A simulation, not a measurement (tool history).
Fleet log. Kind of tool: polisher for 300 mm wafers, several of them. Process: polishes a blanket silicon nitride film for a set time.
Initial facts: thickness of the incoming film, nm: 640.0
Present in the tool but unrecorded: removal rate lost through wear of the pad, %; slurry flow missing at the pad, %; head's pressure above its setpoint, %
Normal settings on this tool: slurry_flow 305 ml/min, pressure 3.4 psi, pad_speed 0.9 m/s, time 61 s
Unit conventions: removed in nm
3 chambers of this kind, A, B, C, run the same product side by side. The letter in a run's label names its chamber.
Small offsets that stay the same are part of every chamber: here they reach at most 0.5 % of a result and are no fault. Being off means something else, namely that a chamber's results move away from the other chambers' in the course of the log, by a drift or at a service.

run,hour,slurry_flow,pressure,pad_speed,time,wafers polished on this pad,hours since the slurry nozzle was cleaned,hours since the head pressure was calibrated,removed
1B,8.9,305,3.4,0.9,61,331,580.3,510.7,110.48
# hour 19.3: chamber C: worn pad replaced by a new one
2A,22.9,305,3.4,0.9,61,839,193.6,579.3,111.31
3C,34.9,305,3.4,0.9,61,187,529.9,199.8,109.48
4B,43.7,305,3.4,0.9,61,748,615.1,545.5,111.44
5A,51.2,305,4.2,0.9,75,1178,221.9,607.6,169.14
6C,57.4,305,4.2,0.9,75,457,552.4,222.3,165.18
7B,67.2,305,4.2,0.9,75,1029,638.6,569,165.93
8C,74.7,305,3.4,0.9,61,664,569.7,239.6,109.52
9A,80.9,305,3.4,0.9,61,1534,251.6,637.3,110.74
# hour 82.3: chamber A: worn pad replaced by a new one
10C,90.6,305,3.4,0.9,61,854,585.6,255.5,109.26
# hour 95.6: chamber C: worn pad replaced by a new one
11A,96.7,305,3.4,0.9,61,173,267.4,653.1,110.72
12B,109.4,220,3.4,0.9,61,1534,680.8,611.2,106.43
13A,117.4,220,3.4,0.9,61,421,288.1,673.8,107.31
# hour 129: chamber B: head pressure recalibrated
14B,129.9,220,3.4,0.9,61,1780,701.3,0.9,107.59
15C,136.6,305,3.4,0.9,61,492,631.6,301.5,109.78
16A,145.4,305,3.4,0.9,61,756,316.1,701.8,111.93
17B,156,305,3.4,0.9,61,2092,727.4,27,108.59
18C,163.5,305,3.4,0.9,61,814,658.5,328.4,110.1
# hour 170.3: chamber C: worn pad replaced by a new one
19B,175.2,305,3.4,0.9,61,2322,746.6,46.2,108.71
# hour 182.5: chamber B: slurry nozzle cleaned
20A,182.9,305,3.4,0.9,61,1205,353.6,739.3,112.44
# hour 183.2: chamber A: worn pad replaced by a new one
21C,191,305,3.4,0.9,61,248,686,355.9,109.83
22A,204.6,305,3.4,0.9,61,256,375.3,761,110.66
23B,217.9,305,3.4,0.9,61,2833,35.5,88.9,108.3
24C,229.1,305,3.4,0.9,61,705,724.1,394,108.87
25A,236.4,305,3.4,0.9,61,637,407.1,792.8,111.77
# hour 244.3: chamber C: worn pad replaced by a new one
26B,247,305,3.4,0.9,61,3181,64.6,118,106.11
# hour 251.7: chamber C: slurry nozzle cleaned
27C,258.8,305,3.4,0.9,61,174,7.2,423.7,109.65
# hour 267.4: chamber C: head pressure recalibrated
28C,269.2,405,3.4,0.9,61,298,17.6,1.8,112.07
29B,278.2,405,3.4,0.9,61,3555,95.8,149.2,108.92
30A,287.5,405,3.4,0.9,61,1248,458.2,843.9,114.2
# hour 295.5: chamber A: worn pad replaced by a new one
31B,297,305,3.4,0.9,61,3780,114.6,168,106.02
32C,304.4,305,3.4,0.9,61,719,52.8,37,110.1
# hour 313.4: chamber C: worn pad replaced by a new one
33A,315.3,305,3.4,0.9,61,237,486,871.7,112.66
# hour 322: chamber A: head pressure recalibrated
34C,327.9,305,3.4,0.9,61,174,76.3,60.5,110.03
35B,335.4,305,3.4,0.9,61,4240,153,206.4,105.67
# hour 336.1: chamber A: slurry nozzle cleaned
36A,343.2,305,3.4,0.9,61,571,7.1,21.2,110.8
37A,351.5,305,3.4,0.9,61,670,15.4,29.5,110.92
38C,358.4,305,3.4,0.9,61,539,106.8,91,110.43

The same settings go to every chamber for the next run, one line per chamber below. Forecast the results for each:
39A,368.4,400,3.4,0.9,61,,,,?
39B,368.4,400,3.4,0.9,61,,,,?
39C,368.4,400,3.4,0.9,61,,,,?

run,removed
39A,113.65
39B,106.79
39C,113.06

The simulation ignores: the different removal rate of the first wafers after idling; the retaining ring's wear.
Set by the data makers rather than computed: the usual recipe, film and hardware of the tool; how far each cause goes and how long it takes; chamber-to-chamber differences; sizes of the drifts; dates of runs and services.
